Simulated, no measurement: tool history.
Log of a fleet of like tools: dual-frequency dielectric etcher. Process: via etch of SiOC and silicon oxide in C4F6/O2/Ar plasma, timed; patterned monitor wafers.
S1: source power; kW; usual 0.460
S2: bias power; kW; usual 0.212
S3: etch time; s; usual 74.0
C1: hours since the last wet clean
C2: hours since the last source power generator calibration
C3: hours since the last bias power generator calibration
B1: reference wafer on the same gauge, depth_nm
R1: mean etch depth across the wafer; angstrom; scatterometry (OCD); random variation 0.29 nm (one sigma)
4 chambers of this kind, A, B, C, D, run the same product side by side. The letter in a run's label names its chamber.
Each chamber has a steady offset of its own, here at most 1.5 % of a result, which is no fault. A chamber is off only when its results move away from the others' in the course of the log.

run,day,S1,S2,S3,C1,C2,C3,B1,R1
1A,0.262,0.460,0.212,74.0,203.1,1659.9,1317.7,105.33,940.80
2D,0.496,0.460,0.212,74.0,193.1,1905.2,699.8,105.31,928.99
# day 0.554: chamber C: source power generator calibrated
3B,0.621,0.460,0.212,74.0,353.7,529.9,2106.3,105.37,930.43
4C,0.804,0.460,0.212,74.0,21.1,6.1,2458.1,105.29,932.53
5D,1.062,0.460,0.212,74.0,206.7,1918.8,713.4,105.29,935.09
6C,1.333,0.460,0.212,74.0,33.8,18.8,2470.8,105.25,936.45
7A,1.529,0.460,0.212,74.0,233.5,1690.3,1348.1,105.25,944.33
8B,1.812,0.460,0.212,74.0,382.3,558.5,2134.9,105.30,923.13
9A,2.046,0.460,0.212,74.0,245.9,1702.7,1360.5,105.33,942.93
10D,2.204,0.460,0.212,74.0,234.1,1946.2,740.8,105.36,933.69
11C,2.438,0.460,0.212,74.0,60.3,45.3,2497.3,105.36,937.53
12B,2.633,0.460,0.212,74.0,402.0,578.2,2154.6,105.21,928.68
13D,2.817,0.460,0.212,74.0,248.8,1960.9,755.5,105.26,940.85
14B,2.996,0.460,0.212,74.0,410.7,586.9,2163.3,105.33,925.48
15A,3.125,0.460,0.212,74.0,271.8,1728.6,1386.4,105.35,943.25
16C,3.375,0.460,0.243,92.5,82.8,67.8,2519.8,105.26,1223.60
17A,3.500,0.460,0.243,92.5,280.8,1737.6,1395.4,105.25,1229.00
18B,3.671,0.460,0.243,92.5,426.9,603.1,2179.5,105.30,1211.30
19D,3.821,0.460,0.243,92.5,272.9,1985.0,779.6,105.39,1238.40
20C,3.950,0.460,0.212,74.0,96.6,81.6,2533.6,105.23,938.87
21A,4.154,0.460,0.212,74.0,296.5,1753.3,1411.1,105.18,939.92
22C,4.404,0.460,0.212,74.0,107.5,92.5,2544.5,105.20,933.48
23B,4.558,0.460,0.212,74.0,448.2,624.4,2200.8,105.33,924.79
24D,4.829,0.460,0.212,74.0,297.1,2009.2,803.8,105.27,953.21
25B,5.108,0.460,0.212,74.0,461.4,637.6,2214.0,105.33,925.29
26D,5.358,0.460,0.212,74.0,309.8,2021.9,816.5,105.29,954.86
27A,5.525,0.460,0.212,53.5,329.4,1786.2,1444.0,105.32,678.35
28C,5.750,0.460,0.212,53.5,139.8,124.8,2576.8,105.29,676.50
29C,5.896,0.460,0.212,53.5,143.3,128.3,2580.3,105.33,678.67
30B,6.171,0.460,0.212,53.5,486.9,663.1,2239.5,105.38,665.59
31A,6.300,0.400,0.261,74.0,348.0,1804.8,1462.6,105.35,957.63
32D,6.467,0.400,0.261,74.0,336.4,2048.5,843.1,105.34,975.14
33D,6.700,0.400,0.261,74.0,342.0,2054.1,848.7,105.37,977.05

What goes on in this fleet: one chamber off, a drifting gauge, or nothing beyond the chambers' own small offsets? Name the chamber and the cause, if any.

Chamber D drifts away from the others.
Cause: etch rate over this chamber's usual, % = 2.85.

Here are 4 candidates for chamber D's next run, each the usual settings with a change, their results left as question marks. Which one brings its results back in line with what the others give on the usual settings?
In line means no further than this from the other chambers' mean on the usual settings: R1 10.00 angstrom
34D-1,6.904,0.460,0.213,76.0,,,,,?
34D-2,6.904,0.460,0.211,72.0,,,,,?
34D-3,6.904,0.460,0.212,73.5,,,,,?
34D-4,6.904,0.460,0.212,74.5,,,,,?

The other chambers' mean on the usual settings: R1 933.45 angstrom
run,R1
34D-1,989.48
34D-2,934.50
34D-3,955.45
34D-4,968.45
34D-2 brings the chamber back in line.

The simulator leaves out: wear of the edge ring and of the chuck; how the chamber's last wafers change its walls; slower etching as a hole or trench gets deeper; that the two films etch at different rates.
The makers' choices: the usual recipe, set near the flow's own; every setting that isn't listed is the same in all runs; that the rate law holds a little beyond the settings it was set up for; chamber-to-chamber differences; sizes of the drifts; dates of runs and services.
